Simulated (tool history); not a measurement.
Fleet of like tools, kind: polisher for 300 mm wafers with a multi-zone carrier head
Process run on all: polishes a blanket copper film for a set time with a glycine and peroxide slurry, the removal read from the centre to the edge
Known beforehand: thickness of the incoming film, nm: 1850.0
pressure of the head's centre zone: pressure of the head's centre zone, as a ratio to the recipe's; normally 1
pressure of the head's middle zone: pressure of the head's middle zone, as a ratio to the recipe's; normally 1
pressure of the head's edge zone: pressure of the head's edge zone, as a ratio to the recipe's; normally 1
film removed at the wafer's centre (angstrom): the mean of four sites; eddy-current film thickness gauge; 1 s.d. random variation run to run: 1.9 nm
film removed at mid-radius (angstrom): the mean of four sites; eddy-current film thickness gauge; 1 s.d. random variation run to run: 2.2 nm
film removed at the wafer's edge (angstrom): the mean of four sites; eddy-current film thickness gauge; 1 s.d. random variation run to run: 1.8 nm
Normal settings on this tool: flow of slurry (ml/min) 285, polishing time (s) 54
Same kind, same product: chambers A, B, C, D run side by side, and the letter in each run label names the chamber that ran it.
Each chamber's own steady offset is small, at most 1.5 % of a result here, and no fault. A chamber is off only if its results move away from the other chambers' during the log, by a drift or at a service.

run	day	flow of slurry (ml/min)	pressure of the head's centre zone	pressure of the head's middle zone	pressure of the head's edge zone	polishing time (s)	wafers polished on this pad	hours since the slurry nozzle was cleaned	hours since the centre zone pressure was calibrated	hours since the edge zone pressure was calibrated	film removed at the wafer's centre (angstrom)	film removed at mid-radius (angstrom)	film removed at the wafer's edge (angstrom)
1D	0.167	285	1	1	1	54	270	458.9	1122.8	219.1	2948.4	2946.8	2912.5
2A	0.3	285	1	1	1	54	685	72.4	167.1	736.7	2951.4	2931.7	2914.4
# day 0.312: chamber C: worn pad replaced by a new one
# day 0.567: chamber C: edge zone pressure recalibrated
3C	0.583	285	1	1	1	54	70	418.3	346.1	0.4	2913	2936.1	2913
4B	0.862	285	1	1	1	54	819	592.2	163.2	89.7	2870.3	2934.7	2920
5C	1.104	285	0.91	1	0.95	54	205	430.8	358.6	12.9	2669.6	2955.4	2847.4
6B	1.354	285	0.91	1	0.95	54	946	604	175	101.5	2629.6	2946.4	2835.9
7D	1.604	285	0.91	1	0.95	54	642	493.4	1157.3	253.6	2659.4	2911.2	2808.6
8A	1.825	285	0.91	1	0.95	54	1080	109	203.7	773.3	2649.7	2923.4	2852.4
9C	1.979	285	1	1	1	54	431	451.8	379.6	33.9	2895.1	2921.3	2921.2
10D	2.121	285	1	1	1	54	776	505.8	1169.7	266	2942.6	2851.8	2894.3
11A	2.325	285	1	1	1	54	1209	121	215.7	785.3	2956.7	2889.8	2915.4
12B	2.542	285	1	1	1	54	1254	632.5	203.5	130	2870.2	2909.7	2887.9
# day 2.571: chamber C: worn pad replaced by a new one
13B	2.817	285	1	1	1	54	1325	639.1	210.1	136.6	2906.2	2937.8	2867.5
14C	3.004	285	1	1	1	54	112	476.4	404.2	58.5	2955.7	2929	2947.9
# day 3.162: chamber D: worn pad replaced by a new one
15D	3.262	285	1	1	1	54	26	533.2	1197.1	293.4	2941.2	2879.6	2898
# day 3.483: chamber A: worn pad replaced by a new one
16A	3.554	285	1	1	1	54	18	150.5	245.2	814.8	2980.2	2942.4	2887
17D	3.742	285	1	1	1	54	151	544.7	1208.6	304.9	2927.8	2883.1	2906.3
18C	4.029	285	1	1	1	54	378	501	428.8	83.1	2905.8	2924	2926.5
19B	4.162	285	1	1	1	54	1673	671.4	242.4	168.9	2840.5	2877.1	2892
20A	4.338	285	1	1	1	54	221	169.3	264	833.6	2991.6	2909.4	2938.9
21A	4.517	285	1	1	1	54	268	173.6	268.3	837.9	2941.6	2945	2945.6
# day 4.775: chamber C: worn pad replaced by a new one
22B	4.775	285	1	1	1	54	1832	686.1	257.1	183.6	2860.4	2828.8	2844.7
23C	5.042	285	1	1	1	54	70	525.3	453.1	107.4	2934.4	2941.1	2931.9
# day 5.125: chamber A: edge zone pressure recalibrated
24D	5.183	285	1	1	1	39	524	579.3	1243.2	339.5	2119.8	2091.6	2111.4
25D	5.412	285	1	1	1	39	583	584.8	1248.7	345	2107.6	2085.1	2112.3
26C	5.646	285	1	1	1	39	226	539.8	467.6	121.9	2117.3	2119.1	2134.5
27B	5.908	285	1	1	1	39	2126	713.3	284.3	210.8	2047.5	2068.4	2060
28A	6.138	285	1	1	1	54	688	212.5	307.2	24.3	2971.5	2894	2926
# day 6.362: chamber D: slurry nozzle cleaned
29B	6.379	285	1	1	1	54	2248	724.6	295.6	222.1	2832.1	2875.9	2847.7
30D	6.546	285	1	1	1	54	877	4.5	1275.9	372.2	2967.2	2920.8	2917.2
31C	6.783	285	1	1	1	54	521	567.1	494.9	149.2	2941.6	2920.7	2912.1
# day 6.958: chamber C: worn pad replaced by a new one
32A	7.058	285	1	1	1	54	926	234.6	329.3	46.4	2945.1	2937.6	2955.6
33A	7.35	285	1.06	1	0.92	54	1002	241.6	336.3	53.4	3093.7	2945	2788.3
34B	7.542	285	1.06	1	0.92	54	2549	752.5	323.5	250	3008.1	2848.3	2743.3
35D	7.725	285	1.06	1	0.92	54	1182	32.8	1304.2	400.5	3160.3	2923	2807.4
36C	7.979	285	1.06	1	0.92	54	265	595.8	523.6	177.9	3120.4	2937.6	2779.5
# day 8.029: chamber D: worn pad replaced by a new one
37D	8.225	285	1	1	1	54	51	44.8	1316.2	412.5	2992.3	2932.7	2889.6
38A	8.504	285	1	1	1	54	1301	269.3	364	81.1	2906.4	2894.9	2914.6

Next, every chamber runs the same settings. What will each give?
39A	8.717	285	1	1	1	54					?	?	?
39B	8.717	285	1	1	1	54					?	?	?
39C	8.717	285	1	1	1	54					?	?	?
39D	8.717	285	1	1	1	54					?	?	?

run	film removed at the wafer's centre (angstrom)	film removed at mid-radius (angstrom)	film removed at the wafer's edge (angstrom)
39A	2962.3	2917.3	2894.1
39B	2788.2	2814.3	2810.6
39C	2908.8	2919.7	2950.7
39D	2938.7	2881.1	2892.6
